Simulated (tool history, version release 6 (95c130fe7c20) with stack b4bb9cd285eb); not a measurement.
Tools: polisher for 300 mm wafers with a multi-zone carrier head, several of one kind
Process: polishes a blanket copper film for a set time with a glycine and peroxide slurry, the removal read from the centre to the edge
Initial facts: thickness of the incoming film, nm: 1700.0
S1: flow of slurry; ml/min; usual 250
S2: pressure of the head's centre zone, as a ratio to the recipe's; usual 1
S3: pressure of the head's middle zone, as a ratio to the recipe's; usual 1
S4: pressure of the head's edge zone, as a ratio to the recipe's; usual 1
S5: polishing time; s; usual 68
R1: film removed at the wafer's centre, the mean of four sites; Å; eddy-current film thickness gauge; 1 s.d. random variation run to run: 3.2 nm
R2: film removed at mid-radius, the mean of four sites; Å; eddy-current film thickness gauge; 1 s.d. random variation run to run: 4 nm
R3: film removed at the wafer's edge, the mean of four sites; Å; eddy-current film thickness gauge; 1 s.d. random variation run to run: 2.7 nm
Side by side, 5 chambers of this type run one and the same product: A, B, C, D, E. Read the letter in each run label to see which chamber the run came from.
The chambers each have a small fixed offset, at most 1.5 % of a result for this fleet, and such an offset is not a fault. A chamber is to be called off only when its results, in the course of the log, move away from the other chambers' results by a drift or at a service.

-- hour=0.8 chamber D: worn pad replaced by a new one
run 1B hour=2.8 | S1=250 S2=1 S3=1 S4=1 S5=68 | R1=3058.8 R2=3031.9 R3=3042.7
run 2E hour=6 | S1=250 S2=1 S3=1 S4=1 S5=68 | R1=3053.2 R2=3087.1 R3=3017.2
run 3C hour=11.4 | S1=250 S2=1 S3=1 S4=1 S5=68 | R1=2975.3 R2=3090.4 R3=3069
run 4D hour=16.6 | S1=250 S2=1 S3=1 S4=1 S5=68 | R1=3063.6 R2=3056.7 R3=3129.2
run 5A hour=20.1 | S1=250 S2=1 S3=1 S4=1 S5=68 | R1=3060.8 R2=2983.5 R3=3048.8
run 6C hour=24.5 | S1=250 S2=1 S3=1 S4=1 S5=68 | R1=3038.9 R2=3073.4 R3=3031.8
-- hour=25.6 chamber B: slurry nozzle cleaned
run 7B hour=28.5 | S1=250 S2=1 S3=1 S4=1 S5=68 | R1=3058.1 R2=3075 R3=3052
-- hour=31.9 chamber A: worn pad replaced by a new one
run 8D hour=33.6 | S1=300 S2=1 S3=1 S4=1.04 S5=68 | R1=3062.4 R2=3183.7 R3=3159.7
run 9A hour=38.2 | S1=300 S2=1 S3=1 S4=1.04 S5=68 | R1=3173.9 R2=3063.7 R3=3138.8
-- hour=42.9 chamber B: worn pad replaced by a new one
run 10E hour=43.2 | S1=300 S2=1 S3=1 S4=1.04 S5=68 | R1=3160.5 R2=3127.4 R3=3135.9
run 11E hour=47.7 | S1=300 S2=1 S3=1 S4=1.04 S5=68 | R1=3149.3 R2=3157.5 R3=3164.1
run 12B hour=52.2 | S1=300 S2=1 S3=1 S4=1.04 S5=68 | R1=3213.9 R2=3113.4 R3=3217.7
run 13D hour=56.3 | S1=250 S2=1 S3=1 S4=1 S5=68 | R1=3048.3 R2=3104.9 R3=3091.9
run 14C hour=61.7 | S1=250 S2=0.95 S3=1 S4=0.96 S5=68 | R1=2785.2 R2=3072 R3=2977.9
run 15A hour=65.5 | S1=250 S2=0.95 S3=1 S4=0.96 S5=68 | R1=2938.2 R2=3005.9 R3=2960.2
run 16D hour=69.9 | S1=250 S2=0.95 S3=1 S4=0.96 S5=68 | R1=2847.3 R2=3113.5 R3=3016.3
run 17B hour=73.3 | S1=250 S2=0.95 S3=1 S4=0.96 S5=68 | R1=2885.7 R2=3043.3 R3=2984.9
-- hour=73.8 chamber C: worn pad replaced by a new one
run 18C hour=76.2 | S1=250 S2=0.95 S3=1 S4=0.96 S5=68 | R1=2872.2 R2=3075 R3=3011.3
run 19E hour=79.6 | S1=250 S2=1 S3=1 S4=1 S5=68 | R1=2978.6 R2=3110.3 R3=2991.3
run 20A hour=84.3 | S1=250 S2=1 S3=1 S4=1 S5=68 | R1=3121.9 R2=2984.9 R3=3034.9
run 21B hour=88.1 | S1=250 S2=1 S3=1 S4=1 S5=68 | R1=3094.9 R2=3018.9 R3=3047.7
run 22C hour=92.4 | S1=250 S2=1 S3=1 S4=1 S5=68 | R1=3045.6 R2=3096.2 R3=3077.3
-- hour=95.6 chamber C: slurry nozzle cleaned
run 23D hour=98 | S1=280 S2=1 S3=0.93 S4=1 S5=68 | R1=3066.4 R2=2897.3 R3=3087.3
run 24E hour=101.9 | S1=280 S2=1 S3=0.93 S4=1 S5=68 | R1=3100.9 R2=2845.1 R3=3061.2
run 25A hour=107.4 | S1=280 S2=1 S3=0.93 S4=1 S5=68 | R1=3106.8 R2=2873.2 R3=3066.5
-- hour=107.5 chamber D: centre zone pressure recalibrated
-- hour=108.3 chamber D: worn pad replaced by a new one
run 26A hour=110.2 | S1=280 S2=1 S3=0.93 S4=1 S5=68 | R1=3112.2 R2=2841.3 R3=3065.8
run 27D hour=113.4 | S1=280 S2=1 S3=0.93 S4=1 S5=68 | R1=3055.9 R2=2985.8 R3=3087
-- hour=115.2 chamber A: worn pad replaced by a new one
run 28E hour=118.2 | S1=250 S2=1 S3=1 S4=1 S5=68 | R1=3109 R2=2995.2 R3=2981.2
-- hour=120.6 chamber A: centre zone pressure recalibrated
-- hour=120.8 chamber E: worn pad replaced by a new one
run 29B hour=121.1 | S1=250 S2=1 S3=1 S4=1 S5=68 | R1=3075.5 R2=3028.5 R3=3077.1
run 30C hour=124.1 | S1=250 S2=1 S3=1 S4=1 S5=68 | R1=3060.8 R2=3142.1 R3=3037.9
run 31C hour=126.5 | S1=250 S2=1 S3=1 S4=1 S5=68 | R1=3036.7 R2=3086.2 R3=3091.5
run 32B hour=130.5 | S1=250 S2=0.94 S3=1 S4=1 S5=48 | R1=2065.3 R2=2175.6 R3=2155.2
run 33E hour=134.5 | S1=250 S2=0.94 S3=1 S4=1 S5=48 | R1=2005.8 R2=2225.2 R3=2107.5
run 34A hour=139.9 | S1=250 S2=0.94 S3=1 S4=1 S5=48 | R1=2015.8 R2=2168.9 R3=2145.8
run 35D hour=142.7 | S1=250 S2=0.94 S3=1 S4=1 S5=48 | R1=1967.6 R2=2164.2 R3=2198.3
run 36E hour=146.3 | S1=250 S2=0.94 S3=1 S4=1 S5=48 | R1=2045.2 R2=2193.4 R3=2164.9

Is one chamber off against the others, does the gauge drift, or is nothing wrong? If a chamber is off, say which, and what the likeliest cause is.

The fleet is healthy, with each chamber sitting at its usual small offset and no drift in the gauge.

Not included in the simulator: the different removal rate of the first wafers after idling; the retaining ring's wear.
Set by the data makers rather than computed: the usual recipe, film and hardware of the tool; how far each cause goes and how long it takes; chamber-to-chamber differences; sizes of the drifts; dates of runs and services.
